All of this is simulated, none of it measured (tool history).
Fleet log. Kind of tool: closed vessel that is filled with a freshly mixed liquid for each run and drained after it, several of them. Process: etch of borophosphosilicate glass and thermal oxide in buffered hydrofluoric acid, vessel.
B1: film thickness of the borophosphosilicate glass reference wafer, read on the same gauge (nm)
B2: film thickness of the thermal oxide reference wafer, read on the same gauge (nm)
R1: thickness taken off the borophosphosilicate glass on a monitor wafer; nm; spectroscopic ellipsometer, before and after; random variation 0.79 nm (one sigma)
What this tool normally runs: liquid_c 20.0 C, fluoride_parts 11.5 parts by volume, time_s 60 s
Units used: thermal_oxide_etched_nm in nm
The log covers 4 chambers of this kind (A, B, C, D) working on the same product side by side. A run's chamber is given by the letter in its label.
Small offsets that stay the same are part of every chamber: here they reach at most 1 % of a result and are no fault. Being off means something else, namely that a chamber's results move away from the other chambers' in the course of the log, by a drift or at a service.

run 1D hour=9.5 | liquid_c=20.0 fluoride_parts=11.5 time_s=60 | B1=119.98 B2=150.00 | R1=84.356 thermal_oxide_etched_nm=47.601
run 2A hour=21.3 | liquid_c=20.0 fluoride_parts=11.5 time_s=60 | B1=120.01 B2=149.99 | R1=85.061 thermal_oxide_etched_nm=47.490
run 3C hour=28.4 | liquid_c=20.0 fluoride_parts=11.5 time_s=60 | B1=119.99 B2=150.02 | R1=85.673 thermal_oxide_etched_nm=48.274
run 4B hour=40.9 | liquid_c=20.0 fluoride_parts=11.5 time_s=60 | B1=119.98 B2=149.99 | R1=85.788 thermal_oxide_etched_nm=47.675
run 5C hour=47.3 | liquid_c=20.0 fluoride_parts=11.5 time_s=60 | B1=120.02 B2=150.01 | R1=86.127 thermal_oxide_etched_nm=48.547
run 6D hour=59.8 | liquid_c=20.0 fluoride_parts=11.5 time_s=60 | B1=120.01 B2=150.00 | R1=86.526 thermal_oxide_etched_nm=47.600
run 7A hour=73.2 | liquid_c=21.5 fluoride_parts=11.5 time_s=60 | B1=119.98 B2=149.98 | R1=91.343 thermal_oxide_etched_nm=52.294
run 8B hour=81.3 | liquid_c=21.5 fluoride_parts=11.5 time_s=60 | B1=119.98 B2=150.02 | R1=95.097 thermal_oxide_etched_nm=51.879
run 9B hour=93.2 | liquid_c=21.5 fluoride_parts=11.5 time_s=60 | B1=119.99 B2=150.00 | R1=93.273 thermal_oxide_etched_nm=52.219
run 10A hour=101.5 | liquid_c=21.5 fluoride_parts=11.5 time_s=60 | B1=119.98 B2=150.04 | R1=91.841 thermal_oxide_etched_nm=52.464
run 11C hour=110.2 | liquid_c=20.0 fluoride_parts=11.5 time_s=60 | B1=120.00 B2=150.00 | R1=85.565 thermal_oxide_etched_nm=47.478
run 12D hour=123.0 | liquid_c=20.0 fluoride_parts=11.5 time_s=60 | B1=119.99 B2=149.99 | R1=85.632 thermal_oxide_etched_nm=47.946
-- hour=123.4 chamber C: thermometer replaced
run 13D hour=135.8 | liquid_c=20.0 fluoride_parts=11.5 time_s=60 | B1=119.99 B2=149.98 | R1=85.293 thermal_oxide_etched_nm=47.524
run 14B hour=144.0 | liquid_c=20.0 fluoride_parts=11.5 time_s=60 | B1=120.01 B2=150.00 | R1=84.899 thermal_oxide_etched_nm=48.194
run 15A hour=151.0 | liquid_c=20.0 fluoride_parts=11.5 time_s=60 | B1=119.99 B2=150.00 | R1=84.800 thermal_oxide_etched_nm=47.417
run 16C hour=163.0 | liquid_c=20.0 fluoride_parts=11.5 time_s=60 | B1=120.01 B2=149.97 | R1=85.925 thermal_oxide_etched_nm=48.109
run 17D hour=174.7 | liquid_c=20.0 fluoride_parts=11.5 time_s=60 | B1=119.98 B2=149.99 | R1=84.315 thermal_oxide_etched_nm=47.976
run 18C hour=185.8 | liquid_c=20.0 fluoride_parts=11.5 time_s=60 | B1=120.02 B2=150.02 | R1=86.004 thermal_oxide_etched_nm=47.830
run 19A hour=194.4 | liquid_c=20.0 fluoride_parts=11.5 time_s=60 | B1=120.01 B2=150.02 | R1=86.065 thermal_oxide_etched_nm=46.819
run 20B hour=201.8 | liquid_c=20.0 fluoride_parts=11.5 time_s=60 | B1=120.00 B2=150.01 | R1=85.920 thermal_oxide_etched_nm=47.718
run 21B hour=213.5 | liquid_c=20.0 fluoride_parts=11.5 time_s=60 | B1=120.02 B2=149.99 | R1=84.548 thermal_oxide_etched_nm=47.852
-- hour=214.0 chamber A: hydrofluoric acid flow meter replaced
run 22D hour=227.9 | liquid_c=20.0 fluoride_parts=11.5 time_s=60 | B1=120.01 B2=150.03 | R1=84.211 thermal_oxide_etched_nm=47.557
run 23A hour=239.9 | liquid_c=20.0 fluoride_parts=11.5 time_s=60 | B1=119.97 B2=149.98 | R1=84.817 thermal_oxide_etched_nm=47.801
run 24C hour=249.1 | liquid_c=20.0 fluoride_parts=11.5 time_s=60 | B1=120.00 B2=150.00 | R1=84.582 thermal_oxide_etched_nm=47.379
run 25C hour=257.7 | liquid_c=20.0 fluoride_parts=11.5 time_s=60 | B1=119.97 B2=150.01 | R1=85.725 thermal_oxide_etched_nm=48.163
run 26B hour=271.2 | liquid_c=20.0 fluoride_parts=11.5 time_s=60 | B1=120.00 B2=149.98 | R1=86.650 thermal_oxide_etched_nm=47.394
run 27A hour=281.6 | liquid_c=20.0 fluoride_parts=11.5 time_s=60 | B1=120.02 B2=149.99 | R1=87.277 thermal_oxide_etched_nm=47.847
run 28D hour=289.3 | liquid_c=20.0 fluoride_parts=11.5 time_s=60 | B1=120.03 B2=149.97 | R1=84.699 thermal_oxide_etched_nm=48.100
run 29C hour=296.7 | liquid_c=20.0 fluoride_parts=11.5 time_s=60 | B1=119.98 B2=150.01 | R1=84.347 thermal_oxide_etched_nm=48.528
run 30D hour=308.0 | liquid_c=20.0 fluoride_parts=11.5 time_s=60 | B1=120.00 B2=149.99 | R1=84.334 thermal_oxide_etched_nm=47.683

Next, every chamber runs the same settings. What will each give?
run 31A hour=318.3 | liquid_c=20.0 fluoride_parts=11.5 time_s=60 | R1=? thermal_oxide_etched_nm=?
run 31B hour=318.3 | liquid_c=20.0 fluoride_parts=11.5 time_s=60 | R1=? thermal_oxide_etched_nm=?
run 31C hour=318.3 | liquid_c=20.0 fluoride_parts=11.5 time_s=60 | R1=? thermal_oxide_etched_nm=?
run 31D hour=318.3 | liquid_c=20.0 fluoride_parts=11.5 time_s=60 | R1=? thermal_oxide_etched_nm=?

run=31A R1=84.952 thermal_oxide_etched_nm=48.199
run=31B R1=84.663 thermal_oxide_etched_nm=47.811
run=31C R1=85.894 thermal_oxide_etched_nm=48.099
run=31D R1=85.518 thermal_oxide_etched_nm=47.629

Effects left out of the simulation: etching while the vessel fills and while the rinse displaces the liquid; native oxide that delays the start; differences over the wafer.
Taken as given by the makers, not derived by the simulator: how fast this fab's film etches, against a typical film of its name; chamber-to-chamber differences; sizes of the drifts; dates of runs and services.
